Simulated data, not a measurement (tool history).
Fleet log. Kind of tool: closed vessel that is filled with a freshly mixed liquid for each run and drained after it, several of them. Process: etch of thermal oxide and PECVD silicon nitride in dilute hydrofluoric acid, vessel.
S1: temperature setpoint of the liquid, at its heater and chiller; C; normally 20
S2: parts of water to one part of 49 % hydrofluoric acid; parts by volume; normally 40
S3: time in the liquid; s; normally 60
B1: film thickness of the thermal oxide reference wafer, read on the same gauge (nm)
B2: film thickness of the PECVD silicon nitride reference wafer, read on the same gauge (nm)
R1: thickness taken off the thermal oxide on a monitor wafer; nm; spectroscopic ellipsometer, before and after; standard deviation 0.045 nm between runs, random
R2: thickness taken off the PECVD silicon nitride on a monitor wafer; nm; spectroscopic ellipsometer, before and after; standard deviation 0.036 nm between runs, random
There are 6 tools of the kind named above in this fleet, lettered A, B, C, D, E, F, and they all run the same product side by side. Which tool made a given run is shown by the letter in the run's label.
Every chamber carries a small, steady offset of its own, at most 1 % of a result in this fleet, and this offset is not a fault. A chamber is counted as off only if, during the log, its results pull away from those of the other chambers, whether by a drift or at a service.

{"run": "1D", "hour": 6.4, "S1": 20, "S2": 40, "S3": 60, "B1": 100.01, "B2": 30.027, "R1": 6.4837, "R2": 4.4839}
{"run": "2A", "hour": 11.2, "S1": 20, "S2": 40, "S3": 60, "B1": 99.998, "B2": 29.966, "R1": 6.5122, "R2": 4.527}
{"run": "3E", "hour": 17.6, "S1": 20, "S2": 40, "S3": 60, "B1": 99.989, "B2": 29.999, "R1": 6.4823, "R2": 4.5793}
{"hour": 19.9, "done": "chamber B: hydrofluoric acid flow meter replaced"}
{"run": "4C", "hour": 23.6, "S1": 20, "S2": 40, "S3": 60, "B1": 99.995, "B2": 30.035, "R1": 6.4196, "R2": 4.5202}
{"run": "5F", "hour": 30.1, "S1": 20, "S2": 40, "S3": 60, "B1": 99.975, "B2": 29.975, "R1": 6.4417, "R2": 4.5123}
{"run": "6B", "hour": 33.6, "S1": 20, "S2": 40, "S3": 60, "B1": 100, "B2": 30.004, "R1": 6.5579, "R2": 4.4624}
{"run": "7B", "hour": 36.4, "S1": 20, "S2": 40, "S3": 60, "B1": 100, "B2": 29.991, "R1": 6.4972, "R2": 4.5496}
{"run": "8D", "hour": 41.7, "S1": 20, "S2": 40, "S3": 60, "B1": 99.999, "B2": 30.033, "R1": 6.5623, "R2": 4.5224}
{"run": "9E", "hour": 45.8, "S1": 20, "S2": 40, "S3": 60, "B1": 99.991, "B2": 29.994, "R1": 6.6429, "R2": 4.5462}
{"run": "10A", "hour": 49.0, "S1": 20, "S2": 40, "S3": 60, "B1": 100.01, "B2": 29.983, "R1": 6.4957, "R2": 4.501}
{"run": "11F", "hour": 55.2, "S1": 20, "S2": 40, "S3": 60, "B1": 100.01, "B2": 30.004, "R1": 6.5615, "R2": 4.4737}
{"run": "12C", "hour": 61.0, "S1": 20, "S2": 40, "S3": 60, "B1": 99.99, "B2": 30.003, "R1": 6.5322, "R2": 4.5847}
{"run": "13C", "hour": 64.0, "S1": 20, "S2": 40, "S3": 60, "B1": 99.998, "B2": 29.985, "R1": 6.519, "R2": 4.5348}
{"run": "14A", "hour": 70.2, "S1": 20, "S2": 40, "S3": 60, "B1": 99.999, "B2": 30.044, "R1": 6.4901, "R2": 4.5171}
{"run": "15D", "hour": 73.4, "S1": 20, "S2": 40, "S3": 60, "B1": 99.997, "B2": 30.009, "R1": 6.5121, "R2": 4.5566}
{"run": "16E", "hour": 77.1, "S1": 20, "S2": 40, "S3": 60, "B1": 99.994, "B2": 29.967, "R1": 6.5224, "R2": 4.545}
{"run": "17B", "hour": 80.9, "S1": 20, "S2": 40, "S3": 60, "B1": 100.01, "B2": 29.998, "R1": 6.5761, "R2": 4.4684}
{"run": "18F", "hour": 87.1, "S1": 17.5, "S2": 30, "S3": 60, "B1": 99.973, "B2": 30.004, "R1": 7.8072, "R2": 4.9814}
{"run": "19D", "hour": 90.2, "S1": 17.5, "S2": 30, "S3": 60, "B1": 99.979, "B2": 29.969, "R1": 7.9104, "R2": 5.0455}
{"run": "20C", "hour": 94.5, "S1": 17.5, "S2": 30, "S3": 60, "B1": 100.02, "B2": 30.016, "R1": 7.9649, "R2": 5.0435}
{"run": "21A", "hour": 98.3, "S1": 17.5, "S2": 30, "S3": 60, "B1": 99.99, "B2": 29.998, "R1": 7.8141, "R2": 4.9536}
{"run": "22B", "hour": 103.4, "S1": 17.5, "S2": 30, "S3": 60, "B1": 100.01, "B2": 30.016, "R1": 7.852, "R2": 4.948}
{"run": "23E", "hour": 106.6, "S1": 17.5, "S2": 30, "S3": 60, "B1": 99.984, "B2": 30.007, "R1": 7.9622, "R2": 5.0081}
{"run": "24F", "hour": 113.1, "S1": 20, "S2": 50, "S3": 60, "B1": 99.976, "B2": 29.968, "R1": 5.1336, "R2": 3.6662}
{"run": "25F", "hour": 117.1, "S1": 20, "S2": 50, "S3": 60, "B1": 99.993, "B2": 29.953, "R1": 5.1137, "R2": 3.6838}
{"hour": 120.0, "done": "chamber E: thermometer replaced"}
{"run": "26B", "hour": 121.5, "S1": 20, "S2": 50, "S3": 60, "B1": 99.975, "B2": 29.984, "R1": 5.1494, "R2": 3.6217}
{"run": "27D", "hour": 124.5, "S1": 20, "S2": 50, "S3": 60, "B1": 100.01, "B2": 30.016, "R1": 5.0687, "R2": 3.6171}
{"run": "28A", "hour": 130.2, "S1": 20, "S2": 50, "S3": 60, "B1": 99.97, "B2": 30.029, "R1": 5.1431, "R2": 3.6127}
{"run": "29C", "hour": 136.6, "S1": 20, "S2": 50, "S3": 60, "B1": 100.01, "B2": 29.993, "R1": 5.1644, "R2": 3.6128}
{"run": "30E", "hour": 140.3, "S1": 20, "S2": 40, "S3": 60, "B1": 100.02, "B2": 29.982, "R1": 6.5342, "R2": 4.5517}
{"run": "31D", "hour": 146.2, "S1": 20, "S2": 40, "S3": 60, "B1": 100, "B2": 30.019, "R1": 6.5516, "R2": 4.5347}
{"run": "32A", "hour": 151.4, "S1": 20, "S2": 40, "S3": 40, "B1": 99.995, "B2": 29.979, "R1": 4.3225, "R2": 3.0212}
{"run": "33F", "hour": 155.9, "S1": 20, "S2": 40, "S3": 40, "B1": 99.971, "B2": 29.976, "R1": 4.319, "R2": 2.9865}
{"run": "34E", "hour": 158.9, "S1": 20, "S2": 40, "S3": 40, "B1": 100.02, "B2": 29.998, "R1": 4.329, "R2": 3.016}
{"run": "35C", "hour": 165.4, "S1": 20, "S2": 40, "S3": 40, "B1": 99.99, "B2": 30.05, "R1": 4.3395, "R2": 3.0849}
{"run": "36B", "hour": 170.9, "S1": 20, "S2": 40, "S3": 40, "B1": 99.979, "B2": 30.014, "R1": 4.3839, "R2": 2.9893}

Each of the 6 chambers runs these same settings next. Fill in every chamber's results:
{"run": "37A", "hour": 175.5, "S1": 18, "S2": 40, "S3": 60, "R1": "?", "R2": "?"}
{"run": "37B", "hour": 175.5, "S1": 18, "S2": 40, "S3": 60, "R1": "?", "R2": "?"}
{"run": "37C", "hour": 175.5, "S1": 18, "S2": 40, "S3": 60, "R1": "?", "R2": "?"}
{"run": "37D", "hour": 175.5, "S1": 18, "S2": 40, "S3": 60, "R1": "?", "R2": "?"}
{"run": "37E", "hour": 175.5, "S1": 18, "S2": 40, "S3": 60, "R1": "?", "R2": "?"}
{"run": "37F", "hour": 175.5, "S1": 18, "S2": 40, "S3": 60, "R1": "?", "R2": "?"}

run=37A R1=5.943 R2=4.0002
run=37B R1=5.9742 R2=3.9103
run=37C R1=6.0442 R2=3.9017
run=37D R1=6.0663 R2=3.9399
run=37E R1=6.0495 R2=4.0158
run=37F R1=5.9264 R2=3.9576
